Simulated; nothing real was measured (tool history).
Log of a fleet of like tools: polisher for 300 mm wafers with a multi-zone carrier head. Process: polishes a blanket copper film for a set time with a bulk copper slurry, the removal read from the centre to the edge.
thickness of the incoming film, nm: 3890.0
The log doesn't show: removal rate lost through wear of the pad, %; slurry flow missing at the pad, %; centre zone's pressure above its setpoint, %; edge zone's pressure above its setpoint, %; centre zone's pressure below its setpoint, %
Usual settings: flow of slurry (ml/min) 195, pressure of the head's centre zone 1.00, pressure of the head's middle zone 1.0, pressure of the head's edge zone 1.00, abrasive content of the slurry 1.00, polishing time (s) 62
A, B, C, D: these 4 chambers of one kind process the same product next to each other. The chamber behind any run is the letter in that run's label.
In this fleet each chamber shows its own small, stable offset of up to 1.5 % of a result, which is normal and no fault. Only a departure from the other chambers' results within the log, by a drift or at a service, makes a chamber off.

run   hour  flow of slurry (ml/min)  pressure of the head's centre zone  pressure of the head's middle zone  pressure of the head's edge zone  abrasive content of the slurry  polishing time (s)  wafers polished on this pad  hours since the slurry nozzle was cleaned  hours since the centre zone pressure was calibrated  hours since the edge zone pressure was calibrated  film removed at the wafer's centre (Å)  film removed at mid-radius (Å)  film removed at the wafer's edge (Å)
 1D    3.1                      195                                1.00                                 1.0                              1.00                            1.00                  62                          796                                      317.1                                                173.7                                              438.3                                  4892.8                          4880.7                                4986.0
 2B    5.2                      195                                1.00                                 1.0                              1.00                            1.00                  62                          576                                      766.3                                                475.7                                             1304.8                                  4946.1                          4909.3                                5040.4
       5.6  -- chamber B: slurry nozzle cleaned
 3A    9.2                      195                                1.00                                 1.0                              1.00                            1.00                  62                          581                                      175.6                                                337.7                                               25.3                                  4875.9                          4831.2                                4822.9
 4C   11.1                      195                                1.00                                 1.0                              1.00                            1.00                  62                          331                                       73.0                                                171.2                                               57.2                                  4913.5                          5016.5                                4874.5
 5D   15.1                      195                                1.00                                 1.0                              1.00                            1.00                  62                          973                                      329.1                                                185.7                                              450.3                                  4975.4                          4937.6                                4979.5
      16.9  -- chamber A: worn pad replaced by a new one
 6C   17.8                      195                                1.00                                 1.0                              1.00                            1.00                  62                          430                                       79.7                                                177.9                                               63.9                                  4917.4                          4907.4                                4996.7
 7B   21.4                      195                                1.00                                 1.0                              1.00                            1.00                  62                          815                                       15.9                                                491.9                                             1321.0                                  4972.5                          4993.3                                4880.4
 8A   24.2                      195                                1.00                                 1.0                              1.00                            1.00                  62                          107                                      190.6                                                352.7                                               40.3                                  4991.5                          5003.9                                4971.8
 9A   26.5                      195                                1.00                                 1.0                              1.00                            1.00                  62                          141                                      192.9                                                355.0                                               42.6                                  4939.0                          4844.2                                4973.1
      28.2  -- chamber C: worn pad replaced by a new one
10C   29.2                      195                                1.00                                 1.0                              1.00                            1.00                  62                           14                                       91.1                                                189.3                                               75.3                                  4972.3                          4963.6                                4971.2
11B   32.4                      195                                1.00                                 1.0                              1.00                            1.00                  62                          977                                       26.9                                                502.9                                             1332.0                                  4899.2                          4943.1                                4989.5
12D   34.5                      195                                1.00                                 1.0                              1.00                            1.00                  62                         1259                                      348.5                                                205.1                                              469.7                                  4805.2                          4957.0                                4940.3
13D   36.9                      195                                1.00                                 1.0                              1.00                            1.00                  62                         1295                                      350.9                                                207.5                                              472.1                                  4929.8                          4923.3                                4860.2
      39.7  -- chamber B: worn pad replaced by a new one
14C   39.8                      195                                1.00                                 1.1                              0.90                            1.00                  62                          171                                      101.7                                                199.9                                               85.9                                  4953.6                          5412.3                                4658.5
      41.9  -- chamber A: centre zone pressure recalibrated
15B   43.9                      195                                1.00                                 1.1                              0.90                            1.00                  62                           62                                       38.4                                                514.4                                             1343.5                                  4971.2                          5422.4                                4651.2
16A   46.4                      195                                1.00                                 1.1                              0.90                            1.00                  62                          435                                      212.8                                                  4.6                                               62.5                                  5456.0                          5345.6                                4724.5
17D   50.1                      195                                1.00                                 1.1                              0.90                            1.00                  62                         1490                                      364.1                                                220.7                                              485.3                                  4942.9                          5320.3                                4724.4
      51.6  -- chamber D: worn pad replaced by a new one
18B   54.2                      195                                1.00                                 1.0                              1.00                            1.00                  62                          214                                       48.7                                                524.7                                             1353.8                                  4957.8                          4899.7                                4917.1
19A   57.5                      195                                1.00                                 1.0                              1.00                            1.00                  62                          599                                      223.9                                                 15.7                                               73.6                                  5443.7                          4905.4                                5067.6
      59.4  -- chamber C: worn pad replaced by a new one
20C   60.4                      195                                0.92                                 1.0                              1.00                            0.75                  62                           15                                      122.3                                                220.5                                              106.5                                  4229.6                          4623.3                                4730.1
      61.8  -- chamber B: edge zone pressure recalibrated
21C   63.5                      195                                0.92                                 1.0                              1.00                            0.75                  62                           60                                      125.4                                                223.6                                              109.6                                  4255.8                          4622.8                                4609.2
      63.7  -- chamber D: slurry nozzle cleaned
22B   66.4                      195                                0.92                                 1.0                              1.00                            0.75                  62                          395                                       60.9                                                536.9                                                4.6                                  4251.4                          4707.9                                4647.4
23A   69.6                      195                                0.92                                 1.0                              1.00                            0.75                  62                          778                                      236.0                                                 27.8                                               85.7                                  4671.8                          4614.2                                4606.7
24D   73.8                      195                                1.00                                 1.0                              1.00                            1.00                  62                          328                                       10.1                                                244.4                                              509.0                                  4889.8                          4926.7                                4941.9
25A   76.4                      195                                1.00                                 1.0                              1.00                            1.00                  62                          878                                      242.8                                                 34.6                                               92.5                                  5543.7                          4863.0                                4902.1
      76.9  -- chamber A: worn pad replaced by a new one
26B   79.7                      195                                1.00                                 1.0                              1.00                            1.00                  62                          591                                       74.2                                                550.2                                               17.9                                  5028.9                          4945.0                                4958.1
27C   81.8                      195                                1.00                                 1.0                              1.00                            1.00                  62                          331                                      143.7                                                241.9                                              127.9                                  4969.6                          5050.4                                4951.6
28D   84.2                      195                                1.00                                 1.0                              1.00                            1.00                  62                          481                                       20.5                                                254.8                                              519.4                                  4875.1                          4906.6                                4925.2
29D   87.2                      195                                1.00                                 1.0                              1.00                            1.00                  62                          525                                       23.5                                                257.8                                              522.4                                  4908.3                          5012.1                                5010.7
30B   91.5                      195                                1.00                                 1.0                              1.00                            1.00                  62                          765                                       86.0                                                562.0                                               29.7                                  5013.7                          4977.6                                4928.8
31A   94.2                      195                                1.00                                 1.0                              1.00                            1.00                  62                          255                                      260.6                                                 52.4                                              110.3                                  5447.7                          4800.6                                4994.7
32C   96.7                      195                                1.00                                 1.0                              1.00                            1.00                  62                          551                                      158.6                                                256.8                                              142.8                                  4978.6                          4965.4                                5022.8
      99.1  -- chamber C: worn pad replaced by a new one
33C  100.7                      195                                0.93                                 1.0                              1.11                            1.00                  62                           23                                      162.6                                                260.8                                              146.8                                  4513.5                          4951.7                                5197.4
34B  103.2                      195                                0.93                                 1.0                              1.11                            1.00                  62                          938                                       97.7                                                573.7                                               41.4                                  4605.5                          4933.3                                5303.1
35A  107.2                      195                                0.93                                 1.0                              1.11                            1.00                  62                          447                                      273.6                                                 65.4                                              123.3                                  5148.4                          4990.6                                5289.1

Each of the 4 chambers runs these same settings next. Fill in every chamber's results:
36A  110.3                      195                                1.00                                 1.0                              1.00                            1.00                  62                                                                                                                                                                                                                       ?                               ?                                     ?
36B  110.3                      195                                1.00                                 1.0                              1.00                            1.00                  62                                                                                                                                                                                                                       ?                               ?                                     ?
36C  110.3                      195                                1.00                                 1.0                              1.00                            1.00                  62                                                                                                                                                                                                                       ?                               ?                                     ?
36D  110.3                      195                                1.00                                 1.0                              1.00                            1.00                  62                                                                                                                                                                                                                       ?                               ?                                     ?

run  film removed at the wafer's centre (Å)  film removed at mid-radius (Å)  film removed at the wafer's edge (Å)
36A                                  5545.6                          4789.8                                4927.6
36B                                  5043.1                          4967.6                                4860.7
36C                                  4995.7                          4937.6                                4930.4
36D                                  4846.6                          4968.2                                4999.7
